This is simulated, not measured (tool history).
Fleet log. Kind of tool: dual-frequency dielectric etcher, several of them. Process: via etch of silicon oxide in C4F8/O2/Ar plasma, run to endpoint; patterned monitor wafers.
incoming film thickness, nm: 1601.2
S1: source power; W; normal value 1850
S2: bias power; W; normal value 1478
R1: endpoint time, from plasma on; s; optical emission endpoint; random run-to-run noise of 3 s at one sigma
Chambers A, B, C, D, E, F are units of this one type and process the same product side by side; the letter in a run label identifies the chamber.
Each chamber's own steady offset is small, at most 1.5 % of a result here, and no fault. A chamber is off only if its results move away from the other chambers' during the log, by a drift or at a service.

| run | day | S1 | S2 | R1 |
|---|---|---|---|---|
| 1C | 0.533 | 1850 | 1478 | 348.11 |
| 2F | 1.138 | 1850 | 1478 | 350.54 |
| 3D | 1.758 | 1850 | 1478 | 360.5 |
| 4B | 2.142 | 1850 | 1478 | 354.2 |
| 5E | 2.775 | 1850 | 1478 | 358.16 |
|  | 3.15 | chamber A: wet clean of the chamber |
|  | 3.329 | chamber B: wet clean of the chamber |
| 6A | 3.333 | 1500 | 1356 | 398.79 |
| 7C | 3.95 | 1500 | 1356 | 389.6 |
| 8D | 4.346 | 1500 | 1356 | 395.61 |
| 9F | 4.712 | 1500 | 1356 | 393.95 |
| 10A | 5.158 | 1500 | 1356 | 398.23 |
| 11B | 5.725 | 1500 | 1356 | 391.4 |
| 12E | 6.312 | 1850 | 1478 | 362.85 |
| 13F | 6.971 | 1850 | 1478 | 355.71 |
|  | 6.975 | chamber C: wet clean of the chamber |
|  | 7 | chamber D: wet clean of the chamber |
| 14B | 7.354 | 1850 | 1478 | 355.79 |
| 15C | 8.012 | 1850 | 1478 | 354.92 |
| 16E | 8.488 | 1850 | 1478 | 357.28 |
| 17A | 8.833 | 1850 | 1478 | 355.69 |
|  | 9 | chamber B: bias power generator calibrated |
| 18D | 9.379 | 1850 | 1478 | 356.81 |
| 19E | 10.012 | 1850 | 1478 | 359.94 |
| 20A | 10.533 | 1850 | 1478 | 357.18 |
| 21F | 11.117 | 1850 | 1478 | 353.16 |
|  | 11.354 | chamber F: wet clean of the chamber |
| 22C | 11.646 | 1850 | 1478 | 354.86 |
| 23D | 12.325 | 1850 | 1478 | 353.52 |
|  | 12.379 | chamber E: wet clean of the chamber |
| 24B | 12.942 | 1850 | 1478 | 351.06 |
| 25C | 13.517 | 1850 | 1478 | 350.54 |
| 26E | 14.046 | 1850 | 1478 | 352.25 |
| 27F | 14.354 | 1850 | 1478 | 347.51 |
| 28D | 14.846 | 1850 | 1478 | 349.83 |
| 29B | 15.183 | 1850 | 1478 | 350.46 |
| 30A | 15.8 | 1850 | 1478 | 359.16 |
| 31B | 16.292 | 1620 | 1478 | 369.15 |
| 32C | 16.588 | 1620 | 1478 | 368.94 |
| 33E | 17.258 | 1620 | 1478 | 374.83 |
| 34D | 17.938 | 1620 | 1478 | 378.3 |
| 35A | 18.246 | 1620 | 1478 | 369.07 |
| 36F | 18.883 | 1620 | 1478 | 369.25 |
| 37A | 19.396 | 1850 | 1478 | 356.71 |
| 38B | 19.983 | 1850 | 1478 | 352.38 |
| 39F | 20.488 | 1850 | 1478 | 352.84 |

Which is it: a chamber that has drifted or been left off by a service, a gauge drift common to all chambers, or only each chamber's usual small offset? If a chamber is off, name it and its likeliest cause.

No chamber stands off beyond its own small offset, and the gauge holds steady.
